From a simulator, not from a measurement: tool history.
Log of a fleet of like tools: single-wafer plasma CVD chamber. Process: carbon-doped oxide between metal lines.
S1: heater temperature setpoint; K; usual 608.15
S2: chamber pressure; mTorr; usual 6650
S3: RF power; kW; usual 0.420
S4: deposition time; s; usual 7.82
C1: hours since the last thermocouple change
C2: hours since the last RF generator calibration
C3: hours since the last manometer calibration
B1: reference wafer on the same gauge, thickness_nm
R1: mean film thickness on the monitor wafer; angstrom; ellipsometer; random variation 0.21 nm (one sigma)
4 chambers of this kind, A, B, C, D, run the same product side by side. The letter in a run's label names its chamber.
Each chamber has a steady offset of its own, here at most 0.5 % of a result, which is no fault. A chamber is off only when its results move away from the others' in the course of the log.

run 1B day=0.338 | S1=608.15 S2=6650 S3=0.420 S4=7.82 | C1=548.6 C2=1821.6 C3=666.3 | B1=38.837 | R1=387.56
run 2A day=0.596 | S1=608.15 S2=6650 S3=0.420 S4=7.82 | C1=609.9 C2=349.5 C3=2614.4 | B1=38.923 | R1=388.90
run 3D day=0.983 | S1=608.15 S2=6650 S3=0.420 S4=7.82 | C1=615.0 C2=499.3 C3=730.6 | B1=38.900 | R1=389.09
run 4C day=1.200 | S1=608.15 S2=6650 S3=0.420 S4=7.82 | C1=315.9 C2=733.1 C3=2114.2 | B1=38.890 | R1=392.33
run 5D day=1.588 | S1=608.15 S2=6650 S3=0.420 S4=7.82 | C1=629.5 C2=513.8 C3=745.1 | B1=38.929 | R1=391.10
run 6B day=1.921 | S1=608.15 S2=6650 S3=0.420 S4=7.82 | C1=586.6 C2=1859.6 C3=704.3 | B1=38.932 | R1=390.28
run 7A day=2.138 | S1=608.15 S2=6650 S3=0.420 S4=7.82 | C1=646.9 C2=386.5 C3=2651.4 | B1=38.944 | R1=384.33
run 8C day=2.429 | S1=608.15 S2=6650 S3=0.420 S4=7.82 | C1=345.4 C2=762.6 C3=2143.7 | B1=38.887 | R1=385.84
run 9B day=2.788 | S1=608.15 S2=6650 S3=0.420 S4=7.82 | C1=607.4 C2=1880.4 C3=725.1 | B1=38.852 | R1=390.96
run 10C day=3.079 | S1=608.15 S2=6650 S3=0.420 S4=7.82 | C1=361.0 C2=778.2 C3=2159.3 | B1=38.920 | R1=386.92
run 11D day=3.258 | S1=608.15 S2=6650 S3=0.420 S4=7.82 | C1=669.6 C2=553.9 C3=785.2 | B1=38.889 | R1=391.70
run 12A day=3.479 | S1=608.15 S2=6650 S3=0.420 S4=7.82 | C1=679.1 C2=418.7 C3=2683.6 | B1=38.869 | R1=387.69
run 13A day=3.688 | S1=608.15 S2=6650 S3=0.420 S4=7.82 | C1=684.1 C2=423.7 C3=2688.6 | B1=38.961 | R1=393.08
run 14B day=3.862 | S1=608.15 S2=6650 S3=0.420 S4=7.82 | C1=633.2 C2=1906.2 C3=750.9 | B1=38.928 | R1=392.82
run 15C day=4.121 | S1=608.15 S2=6650 S3=0.420 S4=7.82 | C1=386.0 C2=803.2 C3=2184.3 | B1=38.887 | R1=388.38
run 16D day=4.354 | S1=608.15 S2=6650 S3=0.420 S4=7.82 | C1=695.9 C2=580.2 C3=811.5 | B1=38.888 | R1=390.45
run 17B day=4.688 | S1=608.15 S2=6650 S3=0.420 S4=9.01 | C1=653.0 C2=1926.0 C3=770.7 | B1=38.899 | R1=448.61
-- day=5.021 chamber A: capacitance manometer re-zeroed and calibrated
run 18C day=5.021 | S1=608.15 S2=6650 S3=0.420 S4=9.01 | C1=407.6 C2=824.8 C3=2205.9 | B1=38.937 | R1=442.20
run 19D day=5.204 | S1=608.15 S2=6650 S3=0.420 S4=9.01 | C1=716.3 C2=600.6 C3=831.9 | B1=38.893 | R1=453.40
run 20A day=5.554 | S1=608.15 S2=6650 S3=0.420 S4=9.01 | C1=728.9 C2=468.5 C3=12.9 | B1=38.918 | R1=445.46
run 21A day=5.812 | S1=612.15 S2=6650 S3=0.420 S4=7.82 | C1=735.1 C2=474.7 C3=19.1 | B1=38.858 | R1=384.30
run 22C day=6.083 | S1=612.15 S2=6650 S3=0.420 S4=7.82 | C1=433.1 C2=850.3 C3=2231.4 | B1=38.865 | R1=380.99
run 23B day=6.462 | S1=612.15 S2=6650 S3=0.420 S4=7.82 | C1=695.6 C2=1968.6 C3=813.3 | B1=38.897 | R1=386.72
run 24D day=6.658 | S1=612.15 S2=6650 S3=0.420 S4=7.82 | C1=751.2 C2=635.5 C3=866.8 | B1=38.900 | R1=383.65
run 25A day=7.012 | S1=608.15 S2=6650 S3=0.420 S4=7.82 | C1=763.9 C2=503.5 C3=47.9 | B1=38.917 | R1=390.45
run 26B day=7.233 | S1=608.15 S2=6650 S3=0.420 S4=7.82 | C1=714.1 C2=1987.1 C3=831.8 | B1=38.861 | R1=389.64
run 27C day=7.562 | S1=608.15 S2=6650 S3=0.420 S4=7.82 | C1=468.6 C2=885.8 C3=2266.9 | B1=38.925 | R1=388.17
run 28D day=7.917 | S1=608.15 S2=6650 S3=0.420 S4=7.82 | C1=781.4 C2=665.7 C3=897.0 | B1=38.947 | R1=391.55
run 29D day=8.096 | S1=599.15 S2=6650 S3=0.420 S4=8.77 | C1=785.7 C2=670.0 C3=901.3 | B1=38.893 | R1=453.37
run 30B day=8.329 | S1=599.15 S2=6650 S3=0.420 S4=8.77 | C1=740.4 C2=2013.4 C3=858.1 | B1=38.895 | R1=449.06
run 31C day=8.688 | S1=599.15 S2=6650 S3=0.420 S4=8.77 | C1=495.6 C2=912.8 C3=2293.9 | B1=38.910 | R1=438.68
run 32A day=9.062 | S1=599.15 S2=6650 S3=0.420 S4=8.77 | C1=813.1 C2=552.7 C3=97.1 | B1=38.955 | R1=450.61
run 33A day=9.404 | S1=608.15 S2=6650 S3=0.420 S4=7.82 | C1=821.3 C2=560.9 C3=105.3 | B1=38.864 | R1=391.72
run 34D day=9.762 | S1=608.15 S2=6650 S3=0.420 S4=7.82 | C1=825.7 C2=710.0 C3=941.3 | B1=38.894 | R1=392.85
run 35C day=10.025 | S1=608.15 S2=6650 S3=0.345 S4=7.82 | C1=527.7 C2=944.9 C3=2326.0 | B1=38.889 | R1=325.39
run 36B day=10.383 | S1=608.15 S2=6650 S3=0.345 S4=7.82 | C1=789.7 C2=2062.7 C3=907.4 | B1=38.926 | R1=334.35

All 4 chambers run these settings next. Forecast each chamber's results:
run 37A day=10.662 | S1=596.15 S2=6650 S3=0.420 S4=7.82 | R1=?
run 37B day=10.662 | S1=596.15 S2=6650 S3=0.420 S4=7.82 | R1=?
run 37C day=10.662 | S1=596.15 S2=6650 S3=0.420 S4=7.82 | R1=?
run 37D day=10.662 | S1=596.15 S2=6650 S3=0.420 S4=7.82 | R1=?

run=37A R1=407.66
run=37B R1=406.38
run=37C R1=396.42
run=37D R1=406.20
